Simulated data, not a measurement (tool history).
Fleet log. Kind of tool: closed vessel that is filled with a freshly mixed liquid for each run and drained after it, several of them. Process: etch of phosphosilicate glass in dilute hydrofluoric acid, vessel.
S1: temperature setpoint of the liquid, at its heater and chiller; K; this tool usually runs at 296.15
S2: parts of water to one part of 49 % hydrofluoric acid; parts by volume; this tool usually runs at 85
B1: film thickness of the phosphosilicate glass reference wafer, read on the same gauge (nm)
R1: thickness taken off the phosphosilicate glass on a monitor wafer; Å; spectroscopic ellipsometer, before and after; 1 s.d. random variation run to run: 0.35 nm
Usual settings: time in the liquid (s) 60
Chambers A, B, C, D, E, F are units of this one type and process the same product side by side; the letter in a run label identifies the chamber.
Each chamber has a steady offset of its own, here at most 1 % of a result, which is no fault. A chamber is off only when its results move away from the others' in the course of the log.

Run 1A, day 0.408: usual settings; B1 60.008. Result: R1 501.55 Å.
Run 2C, day 0.700: usual settings; B1 59.980. Result: R1 513.67 Å.
Run 3E, day 1.233: usual settings; B1 59.995. Result: R1 501.41 Å.
Run 4F, day 1.738: usual settings; B1 60.026. Result: R1 501.17 Å.
Run 5B, day 2.254: usual settings; B1 60.044. Result: R1 508.75 Å.
Run 6D, day 2.662: usual settings; B1 60.012. Result: R1 502.91 Å.
Run 7E, day 3.012: usual settings; B1 59.987. Result: R1 502.35 Å.
Run 8D, day 3.283: usual settings; B1 60.031. Result: R1 502.01 Å.
Run 9F, day 3.825: usual settings; B1 60.031. Result: R1 499.91 Å.
Run 10A, day 4.400: usual settings; B1 60.010. Result: R1 511.19 Å.
Run 11C, day 4.675: usual settings; B1 59.991. Result: R1 510.98 Å.
Run 12B, day 5.221: usual settings; B1 59.988. Result: R1 503.89 Å.
Run 13E, day 5.821: usual settings; B1 59.980. Result: R1 508.82 Å.
Run 14F, day 6.250: usual settings; B1 59.968. Result: R1 498.23 Å.
Run 15C, day 6.733: usual settings but S2 65 parts by volume; B1 60.020. Result: R1 680.90 Å.
Run 16A, day 7.025: usual settings but S2 65 parts by volume; B1 59.987. Result: R1 674.89 Å.
Run 17B, day 7.292: usual settings but S2 65 parts by volume; B1 59.994. Result: R1 678.64 Å.
Run 18D, day 7.592: usual settings but S2 65 parts by volume; B1 60.002. Result: R1 683.67 Å.
Run 19C, day 7.988: usual settings but S2 65 parts by volume; B1 60.000. Result: R1 684.89 Å.
Run 20D, day 8.300: usual settings but S2 65 parts by volume; B1 59.998. Result: R1 674.47 Å.
Run 21F, day 8.717: usual settings; B1 60.013. Result: R1 500.74 Å.
Run 22E, day 9.258: usual settings but S1 291.65 K, S2 55 parts by volume; B1 60.006. Result: R1 667.98 Å.
Run 23B, day 9.592: usual settings but S1 291.65 K, S2 55 parts by volume; B1 60.005. Result: R1 678.65 Å.
Run 24A, day 9.854: usual settings but S1 291.65 K, S2 55 parts by volume; B1 60.003. Result: R1 680.45 Å.
Run 25A, day 10.142: usual settings but S1 291.65 K, S2 55 parts by volume; B1 59.985. Result: R1 677.36 Å.
Run 26D, day 10.617: usual settings but S1 291.65 K, S2 55 parts by volume; B1 59.984. Result: R1 674.59 Å.
Run 27B, day 10.942: usual settings but S1 291.65 K, S2 55 parts by volume; B1 60.001. Result: R1 667.62 Å.
Run 28E, day 11.238: usual settings; B1 59.993. Result: R1 502.84 Å.
At day 11.646: chamber C: hydrofluoric acid flow meter replaced.
Run 29C, day 11.817: usual settings; B1 60.006. Result: R1 508.51 Å.
Run 30F, day 12.175: usual settings but S1 299.15 K, S2 125 parts by volume; B1 59.981. Result: R1 368.45 Å.
Run 31F, day 12.762: usual settings but S1 299.15 K, S2 125 parts by volume; B1 60.031. Result: R1 367.35 Å.
Run 32D, day 13.046: usual settings but S1 299.15 K, S2 125 parts by volume; B1 59.980. Result: R1 386.47 Å.
Run 33B, day 13.442: usual settings but S1 299.15 K, S2 125 parts by volume; B1 59.996. Result: R1 361.86 Å.
Run 34C, day 13.775: usual settings but S1 299.15 K, S2 125 parts by volume; B1 60.000. Result: R1 373.71 Å.
Run 35A, day 14.275: usual settings but S1 299.15 K, S2 125 parts by volume; B1 60.015. Result: R1 365.06 Å.
Run 36E, day 14.808: usual settings; B1 60.027. Result: R1 506.75 Å.
Run 37F, day 15.171: usual settings; B1 60.010. Result: R1 499.87 Å.
Run 38A, day 15.554: usual settings; B1 60.011. Result: R1 503.69 Å.
Run 39E, day 16.162: usual settings; B1 60.002. Result: R1 506.89 Å.
Run 40D, day 16.742: usual settings; B1 60.026. Result: R1 530.91 Å.

One chamber off, gauge drift, or nothing amiss beyond the chambers' own small offsets? If it is a chamber, which one, and what is the likeliest cause?

Chamber D drifts away from the others.
Likeliest cause: liquid hotter than its thermometer reads (K) = 1.69.
It could be hard to tell apart here from: hydrofluoric acid flow above the setpoint (%).

Below are 4 candidate recipes for chamber D's next run, each the usual settings with a change, their results shown as question marks. Which of them brings D's results back in line with what the other chambers give on the usual settings?
Counts as in line when no further than this from what the other chambers average on the usual settings: R1 12.00 Å
Run 41D-1, day 17.175: usual settings but S1 295.65 K. Result: R1 ?.
Run 41D-2, day 17.175: usual settings but S2 90 parts by volume. Result: R1 ?.
Run 41D-3, day 17.175: usual settings but S2 80 parts by volume. Result: R1 ?.
Run 41D-4, day 17.175: usual settings but S1 296.65 K. Result: R1 ?.

Mean of the other chambers on the usual settings: R1 504.90 Å
  run      R1
41D-1  526.73
41D-2  504.77
41D-3  573.97
41D-4  548.12
It is 41D-2 that realigns the chamber with its peers.
